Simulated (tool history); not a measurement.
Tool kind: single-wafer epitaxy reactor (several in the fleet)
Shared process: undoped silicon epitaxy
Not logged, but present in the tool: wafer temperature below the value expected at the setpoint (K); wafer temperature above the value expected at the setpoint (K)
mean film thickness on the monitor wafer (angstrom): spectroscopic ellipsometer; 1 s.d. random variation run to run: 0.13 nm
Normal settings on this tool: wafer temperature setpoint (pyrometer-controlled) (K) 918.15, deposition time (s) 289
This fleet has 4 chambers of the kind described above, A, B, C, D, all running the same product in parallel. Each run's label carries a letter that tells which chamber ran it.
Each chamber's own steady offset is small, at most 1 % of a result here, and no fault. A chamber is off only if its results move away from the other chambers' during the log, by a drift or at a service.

| run | day | wafer temperature setpoint (pyrometer-controlled) (K) | deposition time (s) | hours since the last pyrometer calibration | read-back reference wafer on the same gauge, thickness_nm | mean film thickness on the monitor wafer (angstrom) |
|---|---|---|---|---|---|---|
| 1D | 0.142 | 918.15 | 289 | 493.9 | 38.478 | 437.87 |
| 2A | 0.392 | 918.15 | 289 | 1129.7 | 38.507 | 437.03 |
| 3B | 0.617 | 918.15 | 289 | 1238.6 | 38.539 | 430.34 |
| 4C | 0.792 | 918.15 | 289 | 949.0 | 38.482 | 433.53 |
| 5B | 1.100 | 932.15 | 289 | 1250.2 | 38.477 | 591.34 |
| 6D | 1.267 | 932.15 | 289 | 520.9 | 38.486 | 590.30 |
| 7C | 1.417 | 932.15 | 289 | 964.0 | 38.484 | 592.93 |
| 8A | 1.567 | 932.15 | 289 | 1157.9 | 38.505 | 592.62 |
| 9D | 1.825 | 918.15 | 289 | 534.3 | 38.487 | 436.18 |
| 10B | 1.992 | 918.15 | 289 | 1271.6 | 38.504 | 432.62 |
| 11C | 2.142 | 924.15 | 235 | 981.4 | 38.497 | 403.35 |
|  | 2.354 | chamber B: pyrometer calibrated |
| 12A | 2.467 | 924.15 | 235 | 1179.5 | 38.502 | 405.11 |
| 13D | 2.779 | 924.15 | 235 | 557.2 | 38.505 | 404.91 |
| 14A | 3.000 | 924.15 | 235 | 1192.3 | 38.484 | 404.85 |
| 15C | 3.317 | 918.15 | 289 | 1009.6 | 38.522 | 434.05 |
| 16B | 3.546 | 918.15 | 289 | 28.6 | 38.485 | 433.90 |
| 17A | 3.796 | 918.15 | 289 | 1211.4 | 38.515 | 436.11 |
| 18D | 4.112 | 918.15 | 289 | 589.2 | 38.500 | 437.63 |
| 19B | 4.400 | 924.15 | 247 | 49.1 | 38.458 | 422.90 |
| 20C | 4.562 | 924.15 | 247 | 1039.5 | 38.488 | 424.36 |
| 21B | 4.762 | 924.15 | 247 | 57.8 | 38.478 | 421.57 |
| 22D | 5.067 | 924.15 | 247 | 612.1 | 38.469 | 426.22 |
| 23A | 5.346 | 918.15 | 289 | 1248.6 | 38.516 | 436.76 |
| 24C | 5.571 | 918.15 | 289 | 1063.7 | 38.498 | 434.26 |
| 25B | 5.854 | 918.15 | 289 | 84.0 | 38.481 | 431.58 |
| 26D | 6.171 | 918.15 | 289 | 638.6 | 38.489 | 439.53 |
| 27A | 6.342 | 918.15 | 289 | 1272.5 | 38.495 | 435.97 |
| 28C | 6.600 | 918.15 | 289 | 1088.4 | 38.495 | 432.20 |

One chamber off, gauge drift, or nothing amiss beyond the chambers' own small offsets? If it is a chamber, which one, and what is the likeliest cause?

No chamber stands off beyond its own small offset, and the gauge holds steady.
